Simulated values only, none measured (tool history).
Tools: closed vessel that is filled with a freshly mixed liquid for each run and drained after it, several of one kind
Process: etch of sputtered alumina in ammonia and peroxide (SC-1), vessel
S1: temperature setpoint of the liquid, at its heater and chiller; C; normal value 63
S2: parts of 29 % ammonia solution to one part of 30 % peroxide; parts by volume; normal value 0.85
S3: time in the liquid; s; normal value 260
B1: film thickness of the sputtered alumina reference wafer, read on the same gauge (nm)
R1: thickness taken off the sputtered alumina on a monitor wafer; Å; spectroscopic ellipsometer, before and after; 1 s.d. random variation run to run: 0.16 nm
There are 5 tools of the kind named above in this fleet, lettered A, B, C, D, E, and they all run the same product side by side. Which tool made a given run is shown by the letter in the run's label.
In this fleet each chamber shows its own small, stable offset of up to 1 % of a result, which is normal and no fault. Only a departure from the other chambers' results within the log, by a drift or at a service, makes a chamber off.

{"run": "1A", "day": 0.45, "S1": 63, "S2": 0.85, "S3": 260, "B1": 90.002, "R1": 260.26}
{"run": "2B", "day": 0.817, "S1": 63, "S2": 0.85, "S3": 260, "B1": 90.005, "R1": 261.32}
{"run": "3C", "day": 1.15, "S1": 63, "S2": 0.85, "S3": 260, "B1": 89.973, "R1": 257.33}
{"run": "4D", "day": 1.429, "S1": 63, "S2": 0.85, "S3": 260, "B1": 89.979, "R1": 262.85}
{"run": "5E", "day": 1.788, "S1": 63, "S2": 0.85, "S3": 260, "B1": 90.031, "R1": 265.38}
{"run": "6E", "day": 2.175, "S1": 63, "S2": 0.85, "S3": 260, "B1": 89.944, "R1": 265.91}
{"day": 2.446, "done": "chamber A: ammonia flow meter replaced"}
{"run": "7B", "day": 2.658, "S1": 63, "S2": 0.85, "S3": 260, "B1": 90.007, "R1": 260.12}
{"day": 2.779, "done": "chamber B: new drum of ammonia solution connected"}
{"run": "8C", "day": 2.946, "S1": 63, "S2": 1, "S3": 160, "B1": 90.046, "R1": 161.68}
{"run": "9D", "day": 3.283, "S1": 63, "S2": 1, "S3": 160, "B1": 90.026, "R1": 163.37}
{"day": 3.408, "done": "chamber D: thermometer replaced"}
{"run": "10A", "day": 3.7, "S1": 63, "S2": 1, "S3": 160, "B1": 89.976, "R1": 164.62}
{"run": "11A", "day": 4.229, "S1": 63, "S2": 1, "S3": 160, "B1": 90.029, "R1": 163.67}
{"run": "12D", "day": 4.775, "S1": 63, "S2": 1, "S3": 160, "B1": 90.044, "R1": 161.96}
{"run": "13B", "day": 5.296, "S1": 60, "S2": 1.2, "S3": 260, "B1": 90.04, "R1": 233.27}
{"run": "14E", "day": 5.704, "S1": 60, "S2": 1.2, "S3": 260, "B1": 89.999, "R1": 239.21}
{"run": "15C", "day": 6.017, "S1": 60, "S2": 1.2, "S3": 260, "B1": 89.96, "R1": 231.26}
{"run": "16E", "day": 6.388, "S1": 60, "S2": 1.2, "S3": 260, "B1": 90.017, "R1": 239.16}
{"day": 6.571, "done": "chamber A: new drum of ammonia solution connected"}
{"run": "17B", "day": 6.846, "S1": 60, "S2": 1.2, "S3": 260, "B1": 89.995, "R1": 233.57}
{"run": "18D", "day": 7.158, "S1": 63, "S2": 0.85, "S3": 260, "B1": 89.985, "R1": 260}
{"run": "19A", "day": 7.571, "S1": 63, "S2": 0.85, "S3": 260, "B1": 90.006, "R1": 263.83}
{"run": "20C", "day": 7.962, "S1": 63, "S2": 0.85, "S3": 260, "B1": 89.965, "R1": 258.27}
{"run": "21C", "day": 8.492, "S1": 63, "S2": 1.1, "S3": 260, "B1": 89.979, "R1": 265.69}
{"run": "22B", "day": 8.825, "S1": 63, "S2": 1.1, "S3": 260, "B1": 90.065, "R1": 267.31}
{"run": "23A", "day": 9.254, "S1": 63, "S2": 1.1, "S3": 260, "B1": 89.975, "R1": 271.19}
{"day": 9.296, "done": "chamber D: ammonia flow meter replaced"}
{"run": "24D", "day": 9.512, "S1": 63, "S2": 1.1, "S3": 260, "B1": 90.009, "R1": 268.51}
{"run": "25E", "day": 9.95, "S1": 63, "S2": 1.1, "S3": 260, "B1": 89.989, "R1": 278.68}
{"run": "26D", "day": 10.296, "S1": 63, "S2": 0.85, "S3": 260, "B1": 89.971, "R1": 259.65}
{"day": 10.758, "done": "chamber B: ammonia flow meter replaced"}
{"run": "27C", "day": 10.8, "S1": 63, "S2": 0.85, "S3": 260, "B1": 89.974, "R1": 260.88}
{"run": "28E", "day": 11.079, "S1": 63, "S2": 0.85, "S3": 260, "B1": 89.989, "R1": 275.6}
{"day": 11.3, "done": "chamber C: ammonia flow meter replaced"}
{"run": "29B", "day": 11.633, "S1": 63, "S2": 0.6, "S3": 260, "B1": 90.009, "R1": 251.67}
{"run": "30A", "day": 11.888, "S1": 63, "S2": 0.6, "S3": 260, "B1": 90.045, "R1": 252.24}
{"run": "31D", "day": 12.133, "S1": 63, "S2": 0.6, "S3": 260, "B1": 90.026, "R1": 252.52}
{"run": "32B", "day": 12.567, "S1": 63, "S2": 0.6, "S3": 260, "B1": 90.009, "R1": 253.73}
{"run": "33C", "day": 12.988, "S1": 63, "S2": 0.6, "S3": 260, "B1": 89.938, "R1": 249.81}
{"run": "34E", "day": 13.508, "S1": 63, "S2": 0.85, "S3": 260, "B1": 90.009, "R1": 275.1}
{"run": "35A", "day": 14.058, "S1": 63, "S2": 0.5, "S3": 260, "B1": 89.984, "R1": 249.38}
{"run": "36A", "day": 14.462, "S1": 63, "S2": 0.5, "S3": 260, "B1": 89.994, "R1": 253.15}
{"run": "37E", "day": 14.921, "S1": 63, "S2": 0.5, "S3": 260, "B1": 89.959, "R1": 262.79}
{"run": "38B", "day": 15.362, "S1": 63, "S2": 0.5, "S3": 260, "B1": 90.044, "R1": 249.5}
{"run": "39C", "day": 15.858, "S1": 63, "S2": 0.5, "S3": 260, "B1": 89.981, "R1": 246.17}

Predict what each chamber gives when all 5 of them run the settings below next.
{"run": "40A", "day": 16.262, "S1": 63, "S2": 0.85, "S3": 260, "R1": "?"}
{"run": "40B", "day": 16.262, "S1": 63, "S2": 0.85, "S3": 260, "R1": "?"}
{"run": "40C", "day": 16.262, "S1": 63, "S2": 0.85, "S3": 260, "R1": "?"}
{"run": "40D", "day": 16.262, "S1": 63, "S2": 0.85, "S3": 260, "R1": "?"}
{"run": "40E", "day": 16.262, "S1": 63, "S2": 0.85, "S3": 260, "R1": "?"}

run=40A R1=261.74
run=40B R1=260.02
run=40C R1=256.49
run=40D R1=261.69
run=40E R1=281.76
